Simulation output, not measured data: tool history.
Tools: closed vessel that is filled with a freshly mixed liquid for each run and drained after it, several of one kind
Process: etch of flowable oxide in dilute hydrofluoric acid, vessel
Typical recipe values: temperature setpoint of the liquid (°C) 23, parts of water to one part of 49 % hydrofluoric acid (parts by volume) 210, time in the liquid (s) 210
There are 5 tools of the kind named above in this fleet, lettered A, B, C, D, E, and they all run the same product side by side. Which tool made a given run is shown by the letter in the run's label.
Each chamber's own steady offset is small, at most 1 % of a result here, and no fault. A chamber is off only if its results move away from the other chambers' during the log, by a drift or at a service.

| run | day | temperature setpoint of the liquid (°C) | parts of water to one part of 49 % hydrofluoric acid (parts by volume) | time in the liquid (s) | read-back film thickness of the flowable oxide reference wafer, read on the same gauge (nm) | thickness taken off the flowable oxide on a monitor wafer (angstrom) |
|---|---|---|---|---|---|---|
| 1E | 0.212 | 23 | 210 | 210 | 119.95 | 409.89 |
| 2A | 0.321 | 23 | 210 | 210 | 119.97 | 413.27 |
| 3B | 0.538 | 23 | 210 | 210 | 119.98 | 414.17 |
| 4D | 0.683 | 23 | 210 | 210 | 120.03 | 410.2 |
| 5C | 0.817 | 23 | 210 | 210 | 120.04 | 408.83 |
| 6A | 0.958 | 23 | 210 | 210 | 120.02 | 412.22 |
| 7B | 1.1 | 23 | 210 | 310 | 119.94 | 609.8 |
| 8E | 1.262 | 23 | 210 | 310 | 120.02 | 607.23 |
| 9D | 1.417 | 23 | 210 | 310 | 120.01 | 608.89 |
| 10C | 1.538 | 23 | 210 | 310 | 120.04 | 608.32 |
| 11B | 1.742 | 23 | 210 | 310 | 120 | 612.5 |
| 12E | 1.962 | 23 | 210 | 210 | 119.95 | 413.75 |
| 13C | 2.142 | 23 | 210 | 210 | 119.99 | 409.43 |
| 14D | 2.3 | 23 | 210 | 210 | 119.99 | 408.03 |
| 15A | 2.408 | 23 | 210 | 210 | 120 | 409.02 |
| 16E | 2.596 | 20.5 | 210 | 210 | 120.05 | 376.66 |
| 17A | 2.696 | 20.5 | 210 | 210 | 120.05 | 374.85 |
| 18D | 2.921 | 20.5 | 210 | 210 | 119.98 | 372.49 |
| 19C | 3.038 | 20.5 | 210 | 210 | 119.99 | 375.75 |
| 20B | 3.254 | 20.5 | 210 | 210 | 119.99 | 365.66 |
| 21C | 3.404 | 23 | 210 | 210 | 119.98 | 409.98 |
| 22A | 3.538 | 23 | 210 | 210 | 120.02 | 411 |
| 23E | 3.642 | 23 | 210 | 210 | 120 | 411.27 |
| 24B | 3.867 | 23 | 210 | 210 | 119.97 | 398.68 |
| 25D | 3.996 | 23 | 210 | 210 | 120 | 411.96 |
| 26D | 4.112 | 23 | 210 | 210 | 120.01 | 412.29 |
| 27C | 4.275 | 23 | 210 | 210 | 120.01 | 407.54 |
| 28B | 4.404 | 20.5 | 210 | 210 | 120 | 360.4 |
| 29A | 4.583 | 20.5 | 210 | 210 | 119.99 | 373.67 |
| 30E | 4.688 | 20.5 | 210 | 210 | 120.02 | 371.38 |
| 31E | 4.792 | 20.5 | 210 | 210 | 120.02 | 373.49 |
| 32D | 4.929 | 20.5 | 210 | 210 | 120 | 372.47 |

One chamber off, gauge drift, or nothing amiss beyond the chambers' own small offsets? If it is a chamber, which one, and what is the likeliest cause?

Chamber B drifts away from the others.
Most likely cause: liquid colder than its thermometer reads (K) = 1.52.
Not necessarily distinguishable in this log from: hydrofluoric acid flow below the setpoint (%).

Below are 4 candidate recipes for chamber B's next run, each the usual settings with a change, their results shown as question marks. Which of them brings B's results back in line with what the other chambers give on the usual settings?
To be in line, a result may differ from the other chambers' mean on the usual settings by at most: thickness taken off the flowable oxide on a monitor wafer (angstrom) 6.7
| 33B-1 | 5.088 | 23 | 215 | 210 |  | ? |
| 33B-2 | 5.088 | 23 | 210 | 215 |  | ? |
| 33B-3 | 5.088 | 23 | 215 | 205 |  | ? |
| 33B-4 | 5.088 | 23 | 205 | 215 |  | ? |

The other chambers' mean on the usual settings: thickness taken off the flowable oxide on a monitor wafer (angstrom) 411.29
| run | thickness taken off the flowable oxide on a monitor wafer (angstrom) |
|---|---|
| 33B-1 | 379.53 |
| 33B-2 | 399.65 |
| 33B-3 | 370.49 |
| 33B-4 | 411.28 |
33B-4 brings the chamber back in line.
